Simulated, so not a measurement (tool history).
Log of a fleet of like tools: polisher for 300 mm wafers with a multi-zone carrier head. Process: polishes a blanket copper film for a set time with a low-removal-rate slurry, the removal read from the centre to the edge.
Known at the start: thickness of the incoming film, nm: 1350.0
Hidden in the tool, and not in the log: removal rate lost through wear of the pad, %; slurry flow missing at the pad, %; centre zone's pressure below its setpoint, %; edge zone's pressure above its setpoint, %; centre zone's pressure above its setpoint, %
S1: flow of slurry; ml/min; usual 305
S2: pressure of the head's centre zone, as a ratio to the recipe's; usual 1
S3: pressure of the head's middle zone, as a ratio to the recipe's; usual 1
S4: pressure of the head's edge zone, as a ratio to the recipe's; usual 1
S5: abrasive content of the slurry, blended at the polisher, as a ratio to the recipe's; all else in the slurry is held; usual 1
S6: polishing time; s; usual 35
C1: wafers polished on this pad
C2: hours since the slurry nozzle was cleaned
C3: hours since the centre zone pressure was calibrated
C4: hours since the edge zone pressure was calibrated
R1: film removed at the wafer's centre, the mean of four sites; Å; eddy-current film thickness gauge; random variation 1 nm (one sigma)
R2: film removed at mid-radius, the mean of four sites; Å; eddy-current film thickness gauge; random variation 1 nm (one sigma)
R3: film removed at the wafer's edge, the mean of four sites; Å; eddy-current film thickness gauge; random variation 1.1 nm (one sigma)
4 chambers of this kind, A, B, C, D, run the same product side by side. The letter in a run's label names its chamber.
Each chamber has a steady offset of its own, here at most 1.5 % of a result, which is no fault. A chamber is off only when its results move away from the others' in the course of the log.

| run | hour | S1 | S2 | S3 | S4 | S5 | S6 | C1 | C2 | C3 | C4 | R1 | R2 | R3 |
|---|---|---|---|---|---|---|---|---|---|---|---|---|---|---|
|  | 6.7 | chamber A: worn pad replaced by a new one |
| 1D | 7.7 | 305 | 1 | 1 | 1 | 1 | 35 | 321 | 216.2 | 466.9 | 407.6 | 873.46 | 892.26 | 863.35 |
| 2B | 13.2 | 305 | 1 | 1 | 1 | 1 | 35 | 498 | 163.3 | 379.1 | 400.1 | 881.28 | 865.99 | 864.81 |
| 3A | 20.2 | 305 | 1 | 1 | 1 | 1 | 35 | 221 | 253 | 798.8 | 692 | 881.18 | 874.64 | 884.42 |
|  | 25.1 | chamber C: worn pad replaced by a new one |
| 4C | 27.5 | 305 | 1 | 1 | 1 | 1 | 35 | 39 | 413.6 | 673.2 | 322 | 875.96 | 881.68 | 874.35 |
| 5D | 32.9 | 305 | 1 | 1 | 1 | 1 | 35 | 735 | 241.4 | 492.1 | 432.8 | 898.88 | 884.14 | 890.73 |
|  | 39.5 | chamber B: worn pad replaced by a new one |
| 6A | 42.7 | 305 | 1 | 1 | 1 | 1 | 35 | 590 | 275.5 | 821.3 | 714.5 | 888.44 | 872.61 | 862.93 |
| 7C | 50.6 | 305 | 1 | 1 | 1 | 1 | 35 | 418 | 436.7 | 696.3 | 345.1 | 899.37 | 873 | 879.32 |
|  | 51.7 | chamber D: worn pad replaced by a new one |
| 8B | 59.9 | 305 | 1 | 1 | 1 | 1 | 35 | 335 | 210 | 425.8 | 446.8 | 863.05 | 866.49 | 879.41 |
| 9C | 64.7 | 305 | 1 | 1 | 1 | 1.15 | 35 | 649 | 450.8 | 710.4 | 359.2 | 899.65 | 896.92 | 893.38 |
|  | 71.7 | chamber C: slurry nozzle cleaned |
| 10D | 72.7 | 305 | 1 | 1 | 1 | 1.15 | 35 | 345 | 281.2 | 531.9 | 472.6 | 922.5 | 909.41 | 889.41 |
| 11A | 80.1 | 305 | 1 | 1 | 1 | 1.15 | 35 | 1203 | 312.9 | 858.7 | 751.9 | 916.01 | 898.19 | 888.78 |
|  | 81.2 | chamber C: centre zone pressure recalibrated |
|  | 81.3 | chamber C: edge zone pressure recalibrated |
|  | 85.8 | chamber A: worn pad replaced by a new one |
| 12B | 86.3 | 305 | 1 | 1 | 1 | 1.15 | 35 | 768 | 236.4 | 452.2 | 473.2 | 915.96 | 876.51 | 895.4 |
| 13C | 94.8 | 305 | 1 | 1 | 1 | 1 | 35 | 1143 | 23.1 | 13.7 | 13.6 | 867.07 | 864.08 | 869.68 |
|  | 94.9 | chamber C: worn pad replaced by a new one |
|  | 100.7 | chamber B: worn pad replaced by a new one |
| 14A | 101.2 | 305 | 1 | 1 | 1 | 1 | 35 | 253 | 334 | 879.8 | 773 | 877.35 | 867 | 869.61 |
| 15B | 110.3 | 305 | 1 | 1 | 1 | 1 | 47 | 157 | 260.4 | 476.2 | 497.2 | 1193.8 | 1182.5 | 1170 |
| 16D | 118.9 | 305 | 1 | 1 | 1 | 1 | 47 | 1103 | 327.4 | 578.1 | 518.8 | 1195.3 | 1179 | 1200.2 |
|  | 124.9 | chamber D: worn pad replaced by a new one |
| 17D | 128.8 | 305 | 1 | 1 | 1 | 1 | 47 | 64 | 337.3 | 588 | 528.7 | 1200.2 | 1182.4 | 1207.2 |
| 18C | 135.2 | 305 | 1 | 1 | 1 | 1 | 47 | 661 | 63.5 | 54.1 | 54 | 1167.5 | 1208.1 | 1194.2 |
| 19A | 139.7 | 305 | 1 | 1 | 1 | 1 | 35 | 885 | 372.5 | 918.3 | 811.5 | 889.65 | 874.18 | 863.18 |
|  | 146.5 | chamber B: centre zone pressure recalibrated |
| 20B | 147 | 305 | 1 | 1 | 1 | 1 | 35 | 759 | 297.1 | 0.6 | 533.9 | 863.5 | 862.18 | 856.6 |
| 21A | 151.5 | 305 | 1 | 1 | 1 | 1 | 35 | 1078 | 384.3 | 930.1 | 823.3 | 885.77 | 879.54 | 859.59 |
|  | 154.3 | chamber A: worn pad replaced by a new one |
| 22B | 156.1 | 305 | 1 | 1 | 1 | 1 | 35 | 908 | 306.2 | 9.7 | 543 | 873.63 | 864.93 | 864.65 |
|  | 161.3 | chamber C: worn pad replaced by a new one |
| 23C | 164 | 305 | 1 | 1 | 1 | 1 | 35 | 44 | 92.3 | 82.9 | 82.8 | 871.17 | 877.99 | 873.08 |
|  | 166.2 | chamber B: worn pad replaced by a new one |
| 24D | 169.9 | 305 | 1 | 1 | 1 | 1 | 35 | 738 | 378.4 | 629.1 | 569.8 | 901.88 | 887.34 | 891.7 |
| 25B | 177.7 | 305 | 1 | 1 | 1 | 1 | 35 | 189 | 327.8 | 31.3 | 564.6 | 882.28 | 853.62 | 870.51 |
|  | 184.5 | chamber A: centre zone pressure recalibrated |
| 26D | 187.4 | 305 | 1 | 1 | 1 | 1 | 35 | 1025 | 395.9 | 646.6 | 587.3 | 886.44 | 899.22 | 886.19 |
| 27C | 191.8 | 305 | 1 | 1 | 1 | 1 | 35 | 500 | 120.1 | 110.7 | 110.6 | 881.49 | 895.48 | 882.44 |
|  | 192.5 | chamber D: slurry nozzle cleaned |
|  | 200.1 | chamber D: worn pad replaced by a new one |
| 28A | 200.1 | 305 | 1 | 1 | 1 | 1 | 35 | 752 | 432.9 | 15.6 | 871.9 | 801.14 | 873.46 | 877.01 |
| 29C | 205.3 | 305 | 1 | 1 | 1 | 1 | 35 | 721 | 133.6 | 124.2 | 124.1 | 856.89 | 871.88 | 854.79 |
| 30A | 213.2 | 305 | 1 | 1 | 1 | 0.85 | 35 | 966 | 446 | 28.7 | 885 | 757.95 | 854.13 | 862.68 |
| 31B | 220.5 | 305 | 1 | 1 | 1 | 0.85 | 35 | 891 | 370.6 | 74.1 | 607.4 | 828.35 | 842.83 | 834.23 |
|  | 222.2 | chamber A: worn pad replaced by a new one |
| 32D | 230.4 | 305 | 1 | 1 | 1 | 0.85 | 35 | 497 | 37.9 | 689.6 | 630.3 | 848.64 | 857.67 | 862.71 |
|  | 233 | chamber B: worn pad replaced by a new one |
|  | 234.1 | chamber C: worn pad replaced by a new one |
| 33D | 239.3 | 305 | 1 | 1 | 1 | 0.85 | 35 | 642 | 46.8 | 698.5 | 639.2 | 875.73 | 858.02 | 838.39 |
| 34A | 246.7 | 385 | 1 | 0.95 | 1 | 1 | 35 | 402 | 479.5 | 62.2 | 918.5 | 821.54 | 860.26 | 887.9 |
| 35C | 255.5 | 385 | 1 | 0.95 | 1 | 1 | 35 | 352 | 183.8 | 174.4 | 174.3 | 904.49 | 857 | 898.69 |
| 36B | 265.1 | 385 | 1 | 0.95 | 1 | 1 | 35 | 526 | 415.2 | 118.7 | 652 | 899.62 | 850.08 | 866.95 |
| 37B | 273.2 | 385 | 1 | 0.95 | 1 | 1 | 35 | 659 | 423.3 | 126.8 | 660.1 | 882.13 | 842.17 | 847.44 |
|  | 276.3 | chamber D: worn pad replaced by a new one |
| 38D | 278.8 | 305 | 1 | 1 | 1 | 1 | 35 | 41 | 86.3 | 738 | 678.7 | 880.52 | 890.29 | 898.96 |
| 39C | 286 | 305 | 1 | 1 | 1 | 1 | 35 | 852 | 214.3 | 204.9 | 204.8 | 885.37 | 871.2 | 889.09 |
| 40A | 295.2 | 305 | 1 | 1 | 1 | 1 | 35 | 1197 | 528 | 110.7 | 967 | 799.64 | 884.03 | 871.51 |
| 41D | 300.7 | 305 | 1 | 1 | 1 | 1 | 35 | 400 | 108.2 | 759.9 | 700.6 | 895.89 | 882.75 | 884.57 |

What goes on in this fleet: one chamber off, a drifting gauge, or nothing beyond the chambers' own small offsets? Name the chamber and the cause, if any.

A service left chamber A off against the others.
Cause: centre zone's pressure below its setpoint, % = 8.62.

Here are 4 candidates for chamber A's next run, each the usual settings with a change, their results left as question marks. Which one brings its results back in line with what the others give on the usual settings?
In line means no further than this from the other chambers' mean on the usual settings: R1 36 Å; R2 37 Å; R3 39 Å
| 42A-1 | 307.8 | 310 | 1.13 | 0.96 | 0.97 | 1 | 36 |  |  |  |  | ? | ? | ? |
| 42A-2 | 307.8 | 310 | 1.07 | 0.98 | 0.98 | 1 | 36 |  |  |  |  | ? | ? | ? |
| 42A-3 | 307.8 | 300 | 0.93 | 1.02 | 1.02 | 1 | 34 |  |  |  |  | ? | ? | ? |
| 42A-4 | 307.8 | 300 | 0.87 | 1.04 | 1.03 | 1 | 34 |  |  |  |  | ? | ? | ? |

The other chambers' mean on the usual settings: R1 879.39 Å; R2 875.65 Å; R3 876.6 Å
| run | R1 | R2 | R3 |
|---|---|---|---|
| 42A-1 | 941.37 | 872.13 | 894.57 |
| 42A-2 | 887.27 | 888.75 | 899.02 |
| 42A-3 | 716.14 | 868.08 | 864.22 |
| 42A-4 | 665.17 | 883.76 | 868.39 |
42A-2 brings the chamber back in line.

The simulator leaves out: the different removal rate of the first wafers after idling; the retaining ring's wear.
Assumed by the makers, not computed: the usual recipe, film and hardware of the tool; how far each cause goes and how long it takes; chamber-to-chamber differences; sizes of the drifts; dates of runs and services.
